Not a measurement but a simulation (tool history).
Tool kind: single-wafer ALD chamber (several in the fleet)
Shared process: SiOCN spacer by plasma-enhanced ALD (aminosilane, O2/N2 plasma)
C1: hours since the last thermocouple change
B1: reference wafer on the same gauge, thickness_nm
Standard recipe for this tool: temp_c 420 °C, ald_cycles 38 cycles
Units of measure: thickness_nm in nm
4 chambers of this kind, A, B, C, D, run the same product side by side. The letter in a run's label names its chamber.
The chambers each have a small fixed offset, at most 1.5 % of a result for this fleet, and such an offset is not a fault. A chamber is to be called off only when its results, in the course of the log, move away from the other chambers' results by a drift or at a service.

Run 1B, hour 6.3: usual settings; C1 129.9; B1 1.9695. Result: thickness_nm 2.1817 nm.
Run 2A, hour 13.8: usual settings; C1 1687.5; B1 1.9694. Result: thickness_nm 2.1707 nm.
Run 3C, hour 20.3: usual settings; C1 1925.2; B1 1.9696. Result: thickness_nm 2.1446 nm.
Run 4D, hour 31.8: usual settings; C1 177.5; B1 1.9698. Result: thickness_nm 2.1621 nm.
Run 5A, hour 42.1: usual settings; C1 1715.8; B1 1.9690. Result: thickness_nm 2.1700 nm.
Run 6B, hour 47.5: usual settings; C1 171.1; B1 1.9687. Result: thickness_nm 2.1797 nm.
Run 7C, hour 54.0: usual settings but ald_cycles 35 cycles; C1 1958.9; B1 1.9684. Result: thickness_nm 1.9769 nm.
Run 8D, hour 62.3: usual settings but ald_cycles 35 cycles; C1 208.0; B1 1.9672. Result: thickness_nm 1.9892 nm.
Run 9A, hour 72.8: usual settings but ald_cycles 35 cycles; C1 1746.5; B1 1.9676. Result: thickness_nm 1.9939 nm.
Run 10C, hour 82.2: usual settings but ald_cycles 35 cycles; C1 1987.1; B1 1.9670. Result: thickness_nm 1.9787 nm.
Run 11B, hour 88.8: usual settings; C1 212.4; B1 1.9673. Result: thickness_nm 2.1761 nm.
Run 12D, hour 100.3: usual settings; C1 246.0; B1 1.9667. Result: thickness_nm 2.1595 nm.
Run 13D, hour 105.8: usual settings; C1 251.5; B1 1.9663. Result: thickness_nm 2.1575 nm.
Run 14B, hour 116.9: usual settings; C1 240.5; B1 1.9660. Result: thickness_nm 2.1734 nm.
Run 15C, hour 127.8: usual settings; C1 2032.7; B1 1.9654. Result: thickness_nm 2.1470 nm.
Run 16A, hour 139.0: usual settings; C1 1812.7; B1 1.9654. Result: thickness_nm 2.1637 nm.
Run 17D, hour 151.1: usual settings; C1 296.8; B1 1.9651. Result: thickness_nm 2.1563 nm.
Run 18C, hour 157.4: usual settings; C1 2062.3; B1 1.9645. Result: thickness_nm 2.1455 nm.
Run 19B, hour 164.7: usual settings; C1 288.3; B1 1.9648. Result: thickness_nm 2.1769 nm.
Run 20A, hour 175.1: usual settings; C1 1848.8; B1 1.9641. Result: thickness_nm 2.1616 nm.
At hour 179.1: chamber C: thermocouple changed; heater temperature recalibrated.
Run 21C, hour 185.8: usual settings but temp_c 412 °C, ald_cycles 31 cycles; C1 6.7; B1 1.9642. Result: thickness_nm 1.7982 nm.
Run 22A, hour 193.2: usual settings but temp_c 412 °C, ald_cycles 31 cycles; C1 1866.9; B1 1.9638. Result: thickness_nm 1.8109 nm.
Run 23B, hour 200.0: usual settings but temp_c 412 °C, ald_cycles 31 cycles; C1 323.6; B1 1.9632. Result: thickness_nm 1.8197 nm.
Run 24D, hour 208.1: usual settings but temp_c 412 °C, ald_cycles 31 cycles; C1 353.8; B1 1.9632. Result: thickness_nm 1.8023 nm.
Run 25C, hour 217.5: usual settings; C1 38.4; B1 1.9629. Result: thickness_nm 2.1430 nm.
Run 26A, hour 224.7: usual settings; C1 1898.4; B1 1.9625. Result: thickness_nm 2.1640 nm.
Run 27D, hour 233.0: usual settings; C1 378.7; B1 1.9627. Result: thickness_nm 2.1546 nm.
Run 28B, hour 240.0: usual settings; C1 363.6; B1 1.9620. Result: thickness_nm 2.1677 nm.
Run 29C, hour 246.8: usual settings; C1 67.7; B1 1.9619. Result: thickness_nm 2.1417 nm.
Run 30A, hour 253.6: usual settings; C1 1927.3; B1 1.9620. Result: thickness_nm 2.1587 nm.
Run 31D, hour 265.5: usual settings; C1 411.2; B1 1.9615. Result: thickness_nm 2.1500 nm.
Run 32B, hour 274.5: usual settings; C1 398.1; B1 1.9614. Result: thickness_nm 2.1695 nm.

Predict what each chamber gives when all 4 of them run the settings below next.
Run 33A, hour 283.4: usual settings. Result: thickness_nm ?.
Run 33B, hour 283.4: usual settings. Result: thickness_nm ?.
Run 33C, hour 283.4: usual settings. Result: thickness_nm ?.
Run 33D, hour 283.4: usual settings. Result: thickness_nm ?.

run  thickness_nm
33A        2.1568
33B        2.1717
33C        2.1433
33D        2.1506

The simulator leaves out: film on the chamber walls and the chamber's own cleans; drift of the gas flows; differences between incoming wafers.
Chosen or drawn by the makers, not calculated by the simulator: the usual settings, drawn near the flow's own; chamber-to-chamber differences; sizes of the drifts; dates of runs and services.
